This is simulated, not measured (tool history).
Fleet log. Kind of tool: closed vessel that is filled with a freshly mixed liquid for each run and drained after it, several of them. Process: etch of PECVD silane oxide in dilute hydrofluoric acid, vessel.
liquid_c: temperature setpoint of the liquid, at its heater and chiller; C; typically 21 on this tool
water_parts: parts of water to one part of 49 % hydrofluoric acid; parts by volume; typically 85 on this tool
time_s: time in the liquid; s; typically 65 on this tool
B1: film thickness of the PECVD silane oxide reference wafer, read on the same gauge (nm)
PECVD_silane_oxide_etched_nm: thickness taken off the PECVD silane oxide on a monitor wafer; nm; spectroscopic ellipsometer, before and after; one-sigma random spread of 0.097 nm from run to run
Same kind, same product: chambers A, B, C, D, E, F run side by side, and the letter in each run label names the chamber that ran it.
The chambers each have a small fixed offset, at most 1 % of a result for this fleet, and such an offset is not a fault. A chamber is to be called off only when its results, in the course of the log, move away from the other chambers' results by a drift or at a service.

Run 1D, hour 9.7: usual settings; B1 29.984. Result: PECVD_silane_oxide_etched_nm 14.044 nm.
Run 2A, hour 21.1: usual settings; B1 30.003. Result: PECVD_silane_oxide_etched_nm 14.177 nm.
Run 3E, hour 29.5: usual settings; B1 30.011. Result: PECVD_silane_oxide_etched_nm 14.045 nm.
At hour 37: chamber C: hydrofluoric acid flow meter replaced.
Run 4C, hour 38: usual settings; B1 29.977. Result: PECVD_silane_oxide_etched_nm 13.973 nm.
Run 5F, hour 46.6: usual settings but liquid_c 17 C; B1 29.986. Result: PECVD_silane_oxide_etched_nm 11.862 nm.
Run 6B, hour 53.1: usual settings but liquid_c 17 C; B1 29.986. Result: PECVD_silane_oxide_etched_nm 11.888 nm.
Run 7E, hour 60.8: usual settings but liquid_c 17 C; B1 30.003. Result: PECVD_silane_oxide_etched_nm 11.734 nm.
Run 8B, hour 68.7: usual settings but liquid_c 17 C; B1 30.004. Result: PECVD_silane_oxide_etched_nm 11.749 nm.
Run 9A, hour 77.1: usual settings but liquid_c 17 C; B1 30.004. Result: PECVD_silane_oxide_etched_nm 11.969 nm.
Run 10C, hour 88.7: usual settings but liquid_c 17 C; B1 30.016. Result: PECVD_silane_oxide_etched_nm 11.872 nm.
Run 11D, hour 95.7: usual settings; B1 29.998. Result: PECVD_silane_oxide_etched_nm 13.993 nm.
At hour 100: chamber B: thermometer replaced.
Run 12F, hour 108.2: usual settings; B1 29.999. Result: PECVD_silane_oxide_etched_nm 13.959 nm.
At hour 116.4: chamber F: hydrofluoric acid flow meter replaced.
Run 13F, hour 116.5: usual settings; B1 29.979. Result: PECVD_silane_oxide_etched_nm 13.908 nm.
Run 14C, hour 123.9: usual settings; B1 30.003. Result: PECVD_silane_oxide_etched_nm 14.111 nm.
Run 15D, hour 131.9: usual settings; B1 29.994. Result: PECVD_silane_oxide_etched_nm 13.906 nm.
Run 16B, hour 145: usual settings but water_parts 105 parts by volume; B1 30.031. Result: PECVD_silane_oxide_etched_nm 11.017 nm.
Run 17E, hour 157.1: usual settings but water_parts 105 parts by volume; B1 29.992. Result: PECVD_silane_oxide_etched_nm 11.124 nm.
At hour 162.2: chamber A: thermometer replaced.
Run 18A, hour 169.5: usual settings but water_parts 105 parts by volume; B1 30.033. Result: PECVD_silane_oxide_etched_nm 11.029 nm.
Run 19C, hour 180.3: usual settings but water_parts 105 parts by volume; B1 30.016. Result: PECVD_silane_oxide_etched_nm 11.059 nm.
Run 20F, hour 189.6: usual settings but water_parts 105 parts by volume; B1 30.002. Result: PECVD_silane_oxide_etched_nm 11.087 nm.
Run 21E, hour 201.4: usual settings but water_parts 105 parts by volume; B1 29.983. Result: PECVD_silane_oxide_etched_nm 11.045 nm.
Run 22A, hour 212.5: usual settings; B1 30.02. Result: PECVD_silane_oxide_etched_nm 14.041 nm.
Run 23D, hour 218.8: usual settings; B1 30.002. Result: PECVD_silane_oxide_etched_nm 13.834 nm.
At hour 223.9: chamber B: hydrofluoric acid flow meter replaced.
Run 24B, hour 231.4: usual settings; B1 29.987. Result: PECVD_silane_oxide_etched_nm 13.864 nm.
Run 25C, hour 240.1: usual settings; B1 29.991. Result: PECVD_silane_oxide_etched_nm 14.126 nm.
Run 26A, hour 246: usual settings; B1 30.008. Result: PECVD_silane_oxide_etched_nm 13.855 nm.
Run 27D, hour 254.9: usual settings; B1 29.996. Result: PECVD_silane_oxide_etched_nm 13.947 nm.
Run 28B, hour 262.5: usual settings; B1 29.993. Result: PECVD_silane_oxide_etched_nm 14.079 nm.
Run 29E, hour 271.6: usual settings; B1 30.002. Result: PECVD_silane_oxide_etched_nm 14.046 nm.
Run 30F, hour 282.3: usual settings; B1 29.984. Result: PECVD_silane_oxide_etched_nm 14.17 nm.
Run 31D, hour 290.3: usual settings; B1 29.983. Result: PECVD_silane_oxide_etched_nm 14.044 nm.
Run 32E, hour 301: usual settings; B1 29.993. Result: PECVD_silane_oxide_etched_nm 14.11 nm.
Run 33B, hour 307.5: usual settings; B1 30.007. Result: PECVD_silane_oxide_etched_nm 13.943 nm.
Run 34F, hour 316.8: usual settings; B1 29.998. Result: PECVD_silane_oxide_etched_nm 14.227 nm.
Run 35A, hour 328: usual settings; B1 29.999. Result: PECVD_silane_oxide_etched_nm 14.115 nm.
Run 36C, hour 336.2: usual settings; B1 29.993. Result: PECVD_silane_oxide_etched_nm 14.111 nm.
Run 37B, hour 346.3: usual settings; B1 29.979. Result: PECVD_silane_oxide_etched_nm 13.891 nm.
Run 38C, hour 358.7: usual settings; B1 29.998. Result: PECVD_silane_oxide_etched_nm 14.1 nm.
Run 39F, hour 369.7: usual settings; B1 30.01. Result: PECVD_silane_oxide_etched_nm 14.163 nm.

Next, every chamber runs the same settings. What will each give?
Run 40A, hour 379.2: usual settings. Result: PECVD_silane_oxide_etched_nm ?.
Run 40B, hour 379.2: usual settings. Result: PECVD_silane_oxide_etched_nm ?.
Run 40C, hour 379.2: usual settings. Result: PECVD_silane_oxide_etched_nm ?.
Run 40D, hour 379.2: usual settings. Result: PECVD_silane_oxide_etched_nm ?.
Run 40E, hour 379.2: usual settings. Result: PECVD_silane_oxide_etched_nm ?.
Run 40F, hour 379.2: usual settings. Result: PECVD_silane_oxide_etched_nm ?.

run  PECVD_silane_oxide_etched_nm
40A                        14.151
40B                        13.988
40C                        14.166
40D                        13.919
40E                        14.009
40F                        14.018
